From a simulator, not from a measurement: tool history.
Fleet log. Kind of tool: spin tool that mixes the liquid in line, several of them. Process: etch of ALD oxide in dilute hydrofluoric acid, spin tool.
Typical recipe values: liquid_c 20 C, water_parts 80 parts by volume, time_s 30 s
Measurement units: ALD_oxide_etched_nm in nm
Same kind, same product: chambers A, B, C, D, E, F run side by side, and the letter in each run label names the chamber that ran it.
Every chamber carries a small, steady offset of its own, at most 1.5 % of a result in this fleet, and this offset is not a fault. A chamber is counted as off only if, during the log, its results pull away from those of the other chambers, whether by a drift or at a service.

| run | hour | liquid_c | water_parts | time_s | read-back film thickness of the ALD oxide reference wafer, read on the same gauge (nm) | ALD_oxide_etched_nm |
|---|---|---|---|---|---|---|
| 1A | 6.9 | 20 | 80 | 30 | 50.015 | 5.0733 |
| 2D | 13.5 | 20 | 80 | 30 | 49.997 | 5.0041 |
| 3F | 21.6 | 20 | 80 | 30 | 50.035 | 5.0321 |
| 4B | 28.8 | 20 | 80 | 30 | 49.998 | 5.004 |
|  | 36.3 | chamber B: hydrofluoric acid flow meter replaced |
| 5C | 36.7 | 20 | 80 | 30 | 49.987 | 4.9861 |
| 6E | 43.7 | 20 | 80 | 30 | 49.993 | 4.9737 |
| 7A | 51.7 | 24.5 | 80 | 30 | 50.002 | 6.0813 |
| 8D | 57.7 | 24.5 | 80 | 30 | 49.974 | 6.0392 |
| 9E | 62.9 | 24.5 | 80 | 30 | 50.005 | 5.9573 |
| 10B | 66.7 | 24.5 | 80 | 30 | 49.995 | 6.026 |
| 11F | 71.7 | 24.5 | 80 | 30 | 49.983 | 6.0085 |
| 12C | 80.1 | 24.5 | 80 | 30 | 49.989 | 5.8847 |
| 13B | 88.1 | 20 | 80 | 30 | 50.004 | 5.0571 |
| 14C | 93.6 | 20 | 80 | 30 | 50 | 4.9517 |
| 15D | 99 | 20 | 80 | 30 | 50.027 | 5.0771 |
| 16E | 105.6 | 17 | 100 | 30 | 50.028 | 3.4078 |
| 17F | 112.7 | 17 | 100 | 30 | 50.059 | 3.4741 |
| 18A | 117.5 | 17 | 100 | 30 | 49.999 | 3.4612 |
| 19C | 122.4 | 17 | 100 | 30 | 50.029 | 3.4166 |
| 20F | 129.2 | 17 | 100 | 30 | 49.991 | 3.4794 |
| 21B | 133.4 | 17 | 100 | 30 | 49.995 | 3.4544 |
| 22A | 137.9 | 20 | 55 | 30 | 50.016 | 7.3352 |
| 23D | 144 | 20 | 55 | 30 | 50.002 | 7.5582 |
| 24E | 148.9 | 20 | 55 | 30 | 49.986 | 7.3467 |
| 25E | 157.5 | 20 | 55 | 30 | 49.982 | 7.3122 |
| 26D | 163.9 | 20 | 55 | 30 | 49.987 | 7.6521 |
| 27B | 168.5 | 20 | 55 | 30 | 50.026 | 7.5572 |
| 28C | 176.8 | 20 | 80 | 30 | 50.011 | 4.9349 |
| 29A | 182.5 | 20 | 80 | 30 | 49.993 | 4.9526 |
| 30F | 186.5 | 20 | 80 | 30 | 50.013 | 5.0886 |
| 31A | 194.8 | 20 | 80 | 30 | 49.992 | 4.8926 |
| 32B | 202.1 | 20 | 80 | 30 | 50.001 | 5.0187 |
| 33E | 207.2 | 20 | 80 | 30 | 49.978 | 4.9787 |
| 34F | 215.2 | 20 | 80 | 30 | 50.01 | 5.0368 |
| 35C | 222.7 | 20 | 80 | 30 | 50.023 | 5.0339 |
| 36D | 227 | 20 | 80 | 30 | 49.988 | 5.0657 |
| 37D | 233.8 | 20 | 80 | 30 | 49.987 | 5.0607 |
| 38F | 241.7 | 20 | 80 | 30 | 49.998 | 5.0081 |
| 39B | 246.1 | 20 | 80 | 30 | 49.995 | 5.0238 |
| 40A | 253.8 | 20 | 80 | 30 | 49.987 | 4.8341 |
| 41E | 259.2 | 20 | 80 | 30 | 50.037 | 4.9242 |
| 42C | 264.7 | 20 | 80 | 30 | 49.989 | 4.9686 |
| 43E | 268.6 | 20 | 80 | 30 | 49.986 | 5.011 |
| 44B | 276.3 | 20 | 80 | 30 | 50.012 | 5.0221 |

All 6 chambers run these settings next. Forecast each chamber's results:
| 45A | 282.6 | 20 | 50 | 30 |  | ? |
| 45B | 282.6 | 20 | 50 | 30 |  | ? |
| 45C | 282.6 | 20 | 50 | 30 |  | ? |
| 45D | 282.6 | 20 | 50 | 30 |  | ? |
| 45E | 282.6 | 20 | 50 | 30 |  | ? |
| 45F | 282.6 | 20 | 50 | 30 |  | ? |

| run | ALD_oxide_etched_nm |
|---|---|
| 45A | 7.7827 |
| 45B | 8.3428 |
| 45C | 8.1505 |
| 45D | 8.4642 |
| 45E | 8.1912 |
| 45F | 8.444 |
